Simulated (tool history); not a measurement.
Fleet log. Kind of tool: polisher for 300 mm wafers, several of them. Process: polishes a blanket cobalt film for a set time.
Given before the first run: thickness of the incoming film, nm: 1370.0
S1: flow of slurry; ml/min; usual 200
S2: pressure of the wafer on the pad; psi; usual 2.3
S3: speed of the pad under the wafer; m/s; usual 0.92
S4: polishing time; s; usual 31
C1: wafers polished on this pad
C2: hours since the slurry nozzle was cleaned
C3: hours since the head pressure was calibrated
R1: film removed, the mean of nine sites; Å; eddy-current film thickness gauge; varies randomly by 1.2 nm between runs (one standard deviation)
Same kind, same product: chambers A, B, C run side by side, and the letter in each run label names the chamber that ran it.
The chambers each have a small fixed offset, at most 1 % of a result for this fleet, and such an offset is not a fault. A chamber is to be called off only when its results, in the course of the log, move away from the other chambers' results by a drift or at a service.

Run 1A, hour 8.5: usual settings; C1 916; C2 677.7; C3 512.4. Result: R1 1937.2 Å.
Run 2B, hour 15.2: usual settings; C1 270; C2 220.1; C3 326.4. Result: R1 1942.7 Å.
At hour 15.9: chamber A: worn pad replaced by a new one.
Run 3C, hour 21.1: usual settings; C1 412; C2 442; C3 1032.6. Result: R1 1979.8 Å.
Run 4A, hour 31: usual settings; C1 256; C2 700.2; C3 534.9. Result: R1 1947.6 Å.
Run 5C, hour 43.6: usual settings; C1 792; C2 464.5; C3 1055.1. Result: R1 1965.3 Å.
Run 6B, hour 50.6: usual settings; C1 868; C2 255.5; C3 361.8. Result: R1 1946.6 Å.
At hour 53.8: chamber A: slurry nozzle cleaned.
At hour 60.3: chamber C: worn pad replaced by a new one.
Run 7C, hour 61.5: usual settings; C1 21; C2 482.4; C3 1073. Result: R1 1989.3 Å.
At hour 61.9: chamber B: worn pad replaced by a new one.
Run 8A, hour 69.2: usual settings; C1 901; C2 15.5; C3 573.1. Result: R1 1961 Å.
At hour 76.3: chamber A: worn pad replaced by a new one.
Run 9B, hour 76.7: usual settings; C1 249; C2 281.6; C3 387.9. Result: R1 1956.4 Å.
Run 10C, hour 88.2: usual settings; C1 472; C2 509.1; C3 1099.7. Result: R1 1974.8 Å.
Run 11B, hour 97.8: usual settings; C1 606; C2 302.7; C3 409. Result: R1 1954.6 Å.
Run 12A, hour 107.2: usual settings; C1 522; C2 53.5; C3 611.1. Result: R1 1950.1 Å.
Run 13C, hour 113.9: usual settings; C1 906; C2 534.8; C3 1125.4. Result: R1 1972.3 Å.
At hour 120.1: chamber B: worn pad replaced by a new one.
At hour 121: chamber B: slurry nozzle cleaned.
At hour 121.4: chamber C: head pressure recalibrated.
Run 14A, hour 122: usual settings but S3 0.78 m/s; C1 772; C2 68.3; C3 625.9. Result: R1 1633 Å.
At hour 124.8: chamber C: worn pad replaced by a new one.
Run 15B, hour 128.4: usual settings but S3 0.78 m/s; C1 141; C2 7.4; C3 439.6. Result: R1 1659.1 Å.
At hour 135.6: chamber A: worn pad replaced by a new one.
Run 16A, hour 137: usual settings but S3 0.78 m/s; C1 24; C2 83.3; C3 640.9. Result: R1 1644.4 Å.
Run 17B, hour 149.7: usual settings; C1 501; C2 28.7; C3 460.9. Result: R1 1961 Å.
Run 18C, hour 155.8: usual settings; C1 524; C2 576.7; C3 34.4. Result: R1 2177.1 Å.
Run 19B, hour 162.8: usual settings; C1 722; C2 41.8; C3 474. Result: R1 1954 Å.
Run 20A, hour 172.7: usual settings; C1 627; C2 119; C3 676.6. Result: R1 1968.8 Å.
At hour 183.1: chamber B: worn pad replaced by a new one.
Run 21C, hour 185: usual settings but S2 3 psi; C1 1017; C2 605.9; C3 63.6. Result: R1 2780.4 Å.
At hour 187.9: chamber C: worn pad replaced by a new one.
At hour 193.3: chamber A: worn pad replaced by a new one.
Run 22B, hour 194.2: usual settings but S2 3 psi; C1 188; C2 73.2; C3 505.4. Result: R1 2541.6 Å.
Run 23C, hour 206.4: usual settings but S2 3 psi; C1 313; C2 627.3; C3 85. Result: R1 2829.2 Å.
Run 24A, hour 218.9: usual settings; C1 432; C2 165.2; C3 722.8. Result: R1 1964.5 Å.
Run 25C, hour 230.5: usual settings; C1 720; C2 651.4; C3 109.1. Result: R1 2143.7 Å.
Run 26A, hour 240.2: usual settings; C1 792; C2 186.5; C3 744.1. Result: R1 1945.7 Å.
Run 27B, hour 248.3: usual settings but S1 240 ml/min, S3 0.82 m/s; C1 1102; C2 127.3; C3 559.5. Result: R1 1767.9 Å.
At hour 250.2: chamber B: worn pad replaced by a new one.
At hour 256.5: chamber A: worn pad replaced by a new one.
At hour 257.5: chamber C: worn pad replaced by a new one.
Run 28A, hour 258.2: usual settings but S1 240 ml/min, S3 0.82 m/s; C1 29; C2 204.5; C3 762.1. Result: R1 1777.4 Å.
Run 29C, hour 271.3: usual settings but S1 240 ml/min, S3 0.82 m/s; C1 234; C2 692.2; C3 149.9. Result: R1 1956.6 Å.
Run 30B, hour 277.3: usual settings; C1 458; C2 156.3; C3 588.5. Result: R1 1976.5 Å.
Run 31A, hour 290.2: usual settings; C1 570; C2 236.5; C3 794.1. Result: R1 1966.2 Å.

All chambers now run identical settings, listed one chamber a line with results as question marks. What results will each chamber show?
Run 32A, hour 299.7: usual settings. Result: R1 ?.
Run 32B, hour 299.7: usual settings. Result: R1 ?.
Run 32C, hour 299.7: usual settings. Result: R1 ?.

run      R1
32A  1942.5
32B  1985.3
32C  2130.4
